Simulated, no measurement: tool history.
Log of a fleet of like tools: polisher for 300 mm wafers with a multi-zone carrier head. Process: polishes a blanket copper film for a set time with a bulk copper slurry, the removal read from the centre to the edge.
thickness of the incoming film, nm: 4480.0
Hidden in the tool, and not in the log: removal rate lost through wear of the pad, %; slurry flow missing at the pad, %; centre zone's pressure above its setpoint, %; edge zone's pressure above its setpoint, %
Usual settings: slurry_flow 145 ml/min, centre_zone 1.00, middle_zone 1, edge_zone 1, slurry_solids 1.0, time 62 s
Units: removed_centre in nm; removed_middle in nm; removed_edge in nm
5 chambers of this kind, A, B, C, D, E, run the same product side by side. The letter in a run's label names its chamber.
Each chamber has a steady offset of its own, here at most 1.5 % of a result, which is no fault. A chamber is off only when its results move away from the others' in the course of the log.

run,hour,slurry_flow,centre_zone,middle_zone,edge_zone,slurry_solids,time,wafers polished on this pad,hours since the slurry nozzle was cleaned,hours since the centre zone pressure was calibrated,hours since the edge zone pressure was calibrated,removed_centre,removed_middle,removed_edge
1D,9.2,145,1.00,1,1,1.0,62,1247,262.0,860.4,294.5,678.65,674.36,674.86
2E,20.1,145,1.00,1,1,1.0,62,672,101.4,414.2,492.6,676.84,673.59,663.70
# hour 20.4: chamber D: worn pad replaced by a new one
# hour 26.4: chamber B: worn pad replaced by a new one
3C,27.0,145,1.00,1,1,1.0,62,281,28.0,228.9,1032.2,677.95,686.88,680.74
# hour 29.2: chamber C: edge zone pressure recalibrated
# hour 29.9: chamber A: worn pad replaced by a new one
4B,36.0,145,1.00,1,1,1.0,62,60,213.0,1007.7,229.4,678.85,676.48,675.81
5A,45.9,145,1.00,1,1,1.0,62,101,182.8,461.0,513.0,687.91,684.68,675.04
# hour 49.1: chamber D: centre zone pressure recalibrated
6C,56.3,145,1.00,1,1,1.0,62,465,57.3,258.2,27.1,677.42,683.52,675.67
7B,67.4,145,1.00,1,1,1.0,62,258,244.4,1039.1,260.8,684.28,676.23,680.77
8E,77.4,145,1.04,1,1,0.8,62,1033,158.7,471.5,549.9,670.43,642.57,639.18
9A,84.2,145,1.04,1,1,0.8,62,342,221.1,499.3,551.3,678.46,645.92,641.33
10D,90.5,145,1.04,1,1,0.8,62,441,343.3,41.4,375.8,682.25,627.85,651.44
11E,95.8,145,1.04,1,1,0.8,62,1148,177.1,489.9,568.3,664.58,648.11,631.68
12C,106.6,145,1.04,1,1,0.8,62,782,107.6,308.5,77.4,670.28,651.40,632.08
13D,112.1,145,1.00,1,1,1.0,62,577,364.9,63.0,397.4,677.34,661.62,671.94
# hour 118.2: chamber B: centre zone pressure recalibrated
14A,121.1,145,1.00,1,1,1.0,62,574,258.0,536.2,588.2,697.75,677.82,685.91
15B,127.5,145,1.00,1,1,1.0,62,637,304.5,9.4,320.9,661.19,661.95,662.72
16B,139.0,145,0.92,1,1,1.0,62,709,316.0,20.9,332.4,595.50,661.96,657.13
17C,148.3,145,0.92,1,1,1.0,62,1045,149.3,350.2,119.1,616.79,678.40,676.59
18E,157.4,145,0.92,1,1,1.0,62,1536,238.7,551.5,629.9,616.84,678.93,667.92
# hour 158.2: chamber E: worn pad replaced by a new one
# hour 160.0: chamber C: worn pad replaced by a new one
19A,163.7,145,0.92,1,1,1.0,62,843,300.6,578.8,630.8,622.65,672.58,671.60
20D,171.0,145,0.92,1,1,1.0,62,948,423.8,121.9,456.3,619.10,668.17,682.83
21D,176.9,145,1.00,1,1,1.0,62,986,429.7,127.8,462.2,686.56,666.74,678.49
22A,187.9,145,1.00,1,1,1.0,62,995,324.8,603.0,655.0,675.32,678.29,681.42
# hour 188.1: chamber D: edge zone pressure recalibrated
23B,195.5,145,1.00,1,1,1.0,62,1065,372.5,77.4,388.9,657.52,652.89,667.14
# hour 199.1: chamber B: worn pad replaced by a new one
24E,202.7,145,1.00,1,1,1.0,62,280,284.0,596.8,675.2,668.15,678.80,664.63
25C,210.6,145,1.00,1,1,1.0,62,319,211.6,412.5,181.4,672.67,685.51,687.83
26B,219.4,145,1.00,1,1,1.0,62,128,396.4,101.3,412.8,646.54,646.95,666.18
# hour 221.1: chamber D: worn pad replaced by a new one
27D,225.7,145,1.00,1,1,1.0,62,29,478.5,176.6,37.7,686.49,662.41,671.38
# hour 228.8: chamber D: slurry nozzle cleaned
28C,236.3,145,1.00,1,1,1.0,62,480,237.3,438.2,207.1,670.42,679.15,673.85
# hour 237.5: chamber A: worn pad replaced by a new one
29A,246.2,115,1.00,1,1,1.0,55,55,383.1,661.3,713.3,570.77,569.79,573.09
30E,256.4,115,1.00,1,1,1.0,55,619,337.7,650.5,728.9,571.00,576.81,567.92
31C,261.7,115,1.00,1,1,1.0,55,640,262.7,463.6,232.5,563.98,568.47,573.68
32D,269.6,115,1.00,1,1,1.0,55,305,40.8,220.5,81.6,561.21,562.18,585.10
33A,278.6,115,1.00,1,1,1.0,55,259,415.5,693.7,745.7,576.09,574.50,569.62
34E,289.2,145,1.00,1,1,1.0,62,825,370.5,683.3,761.7,677.57,666.94,662.94
35B,296.5,145,1.00,1,1,1.0,62,613,473.5,178.4,489.9,630.60,630.40,646.14

Is one chamber off against the others, does the gauge drift, or is nothing wrong? If a chamber is off, say which, and what the likeliest cause is.

Chamber B drifts away from the others.
Cause: slurry flow missing at the pad, % = 28.4.

Here are 4 candidates for chamber B's next run, each the usual settings with a change, their results left as question marks. Which one brings its results back in line with what the others give on the usual settings?
In line means no further than this from the other chambers' mean on the usual settings: removed_centre 28.00 nm; removed_middle 16.00 nm; removed_edge 25.00 nm
36B-1,305.2,155,1.02,1.03,0.98,1.0,68,,,,,?,?,?
36B-2,305.2,150,1.01,1.02,0.99,1.0,65,,,,,?,?,?
36B-3,305.2,135,0.97,0.97,1.02,1.0,57,,,,,?,?,?
36B-4,305.2,140,0.99,0.98,1.01,1.0,59,,,,,?,?,?

The other chambers' mean on the usual settings: removed_centre 678.65 nm; removed_middle 676.91 nm; removed_edge 676.04 nm
run,removed_centre,removed_middle,removed_edge
36B-1,714.95,723.34,710.94
36B-2,669.46,679.44,679.39
36B-3,542.79,552.47,594.01
36B-4,581.61,583.25,615.79
36B-2 brings the chamber back in line.

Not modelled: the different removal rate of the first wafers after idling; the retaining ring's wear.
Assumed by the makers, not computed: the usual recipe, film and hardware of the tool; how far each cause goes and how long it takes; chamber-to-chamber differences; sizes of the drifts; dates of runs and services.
